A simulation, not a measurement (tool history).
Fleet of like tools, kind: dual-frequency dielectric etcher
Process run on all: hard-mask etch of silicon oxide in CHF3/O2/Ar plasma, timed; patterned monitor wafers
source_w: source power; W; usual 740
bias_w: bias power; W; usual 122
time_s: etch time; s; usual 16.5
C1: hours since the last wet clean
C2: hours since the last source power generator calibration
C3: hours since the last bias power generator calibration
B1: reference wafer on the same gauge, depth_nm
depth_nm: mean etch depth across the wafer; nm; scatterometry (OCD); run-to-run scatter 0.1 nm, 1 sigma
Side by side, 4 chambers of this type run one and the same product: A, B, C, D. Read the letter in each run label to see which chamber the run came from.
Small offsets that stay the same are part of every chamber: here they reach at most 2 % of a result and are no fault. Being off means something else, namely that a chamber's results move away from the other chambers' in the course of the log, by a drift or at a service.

run 1C hour=7.6 | source_w=740 bias_w=122 time_s=16.5 | C1=142.6 C2=1553.4 C3=1366.9 | B1=31.326 | depth_nm=30.889
run 2A hour=17.5 | source_w=740 bias_w=122 time_s=16.5 | C1=150.5 C2=554.4 C3=1214 | B1=31.299 | depth_nm=30.705
run 3D hour=29.8 | source_w=740 bias_w=122 time_s=16.5 | C1=309.7 C2=2527.1 C3=1242 | B1=31.297 | depth_nm=30.813
run 4B hour=37.5 | source_w=740 bias_w=122 time_s=16.5 | C1=40.7 C2=43 C3=1325.3 | B1=31.297 | depth_nm=31.097
run 5D hour=47.8 | source_w=740 bias_w=122 time_s=16.5 | C1=327.7 C2=2545.1 C3=1260 | B1=31.316 | depth_nm=30.867
run 6B hour=57 | source_w=740 bias_w=122 time_s=16.5 | C1=60.2 C2=62.5 C3=1344.8 | B1=31.309 | depth_nm=31.321
run 7A hour=69.3 | source_w=740 bias_w=122 time_s=16.5 | C1=202.3 C2=606.2 C3=1265.8 | B1=31.312 | depth_nm=30.454
run 8C hour=80.9 | source_w=740 bias_w=122 time_s=16.5 | C1=215.9 C2=1626.7 C3=1440.2 | B1=31.293 | depth_nm=31.046
run 9B hour=90.2 | source_w=740 bias_w=122 time_s=16.5 | C1=93.4 C2=95.7 C3=1378 | B1=31.32 | depth_nm=31.298
run 10D hour=103 | source_w=740 bias_w=122 time_s=16.5 | C1=382.9 C2=2600.3 C3=1315.2 | B1=31.303 | depth_nm=30.775
run 11C hour=111.7 | source_w=740 bias_w=122 time_s=16.5 | C1=246.7 C2=1657.5 C3=1471 | B1=31.335 | depth_nm=30.968
run 12A hour=119.6 | source_w=600 bias_w=122 time_s=11.5 | C1=252.6 C2=656.5 C3=1316.1 | B1=31.297 | depth_nm=19.727
run 13C hour=127.3 | source_w=600 bias_w=122 time_s=11.5 | C1=262.3 C2=1673.1 C3=1486.6 | B1=31.297 | depth_nm=19.792
run 14B hour=136.5 | source_w=600 bias_w=122 time_s=11.5 | C1=139.7 C2=142 C3=1424.3 | B1=31.289 | depth_nm=20.1
run 15D hour=147.8 | source_w=600 bias_w=122 time_s=11.5 | C1=427.7 C2=2645.1 C3=1360 | B1=31.304 | depth_nm=19.802
run 16A hour=160.7 | source_w=740 bias_w=122 time_s=16.5 | C1=293.7 C2=697.6 C3=1357.2 | B1=31.269 | depth_nm=30.455
run 17C hour=169.4 | source_w=740 bias_w=122 time_s=16.5 | C1=304.4 C2=1715.2 C3=1528.7 | B1=31.307 | depth_nm=31.14
run 18A hour=181.7 | source_w=740 bias_w=122 time_s=16.5 | C1=314.7 C2=718.6 C3=1378.2 | B1=31.302 | depth_nm=30.463
run 19D hour=189 | source_w=740 bias_w=122 time_s=16.5 | C1=468.9 C2=2686.3 C3=1401.2 | B1=31.319 | depth_nm=30.893
run 20B hour=195.2 | source_w=740 bias_w=122 time_s=16.5 | C1=198.4 C2=200.7 C3=1483 | B1=31.294 | depth_nm=31.214
run 21A hour=200.9 | source_w=740 bias_w=122 time_s=20.5 | C1=333.9 C2=737.8 C3=1397.4 | B1=31.268 | depth_nm=37.543
run 22C hour=211 | source_w=740 bias_w=122 time_s=20.5 | C1=346 C2=1756.8 C3=1570.3 | B1=31.313 | depth_nm=38.397
run 23B hour=223.8 | source_w=740 bias_w=122 time_s=20.5 | C1=227 C2=229.3 C3=1511.6 | B1=31.309 | depth_nm=38.819
-- hour=228.1 chamber D: wet clean of the chamber
run 24D hour=234.2 | source_w=740 bias_w=122 time_s=20.5 | C1=6.1 C2=2731.5 C3=1446.4 | B1=31.295 | depth_nm=38.406
run 25C hour=243.4 | source_w=740 bias_w=122 time_s=13 | C1=378.4 C2=1789.2 C3=1602.7 | B1=31.287 | depth_nm=24.466
run 26B hour=249.5 | source_w=740 bias_w=122 time_s=13 | C1=252.7 C2=255 C3=1537.3 | B1=31.292 | depth_nm=24.615
run 27D hour=257.3 | source_w=740 bias_w=122 time_s=13 | C1=29.2 C2=2754.6 C3=1469.5 | B1=31.318 | depth_nm=24.401

All chambers now run identical settings, listed one chamber a line with results as question marks. What results will each chamber show?
run 28A hour=266.7 | source_w=740 bias_w=99 time_s=16.5 | depth_nm=?
run 28B hour=266.7 | source_w=740 bias_w=99 time_s=16.5 | depth_nm=?
run 28C hour=266.7 | source_w=740 bias_w=99 time_s=16.5 | depth_nm=?
run 28D hour=266.7 | source_w=740 bias_w=99 time_s=16.5 | depth_nm=?

run=28A depth_nm=28.334
run=28B depth_nm=29.37
run=28C depth_nm=29.138
run=28D depth_nm=29.063
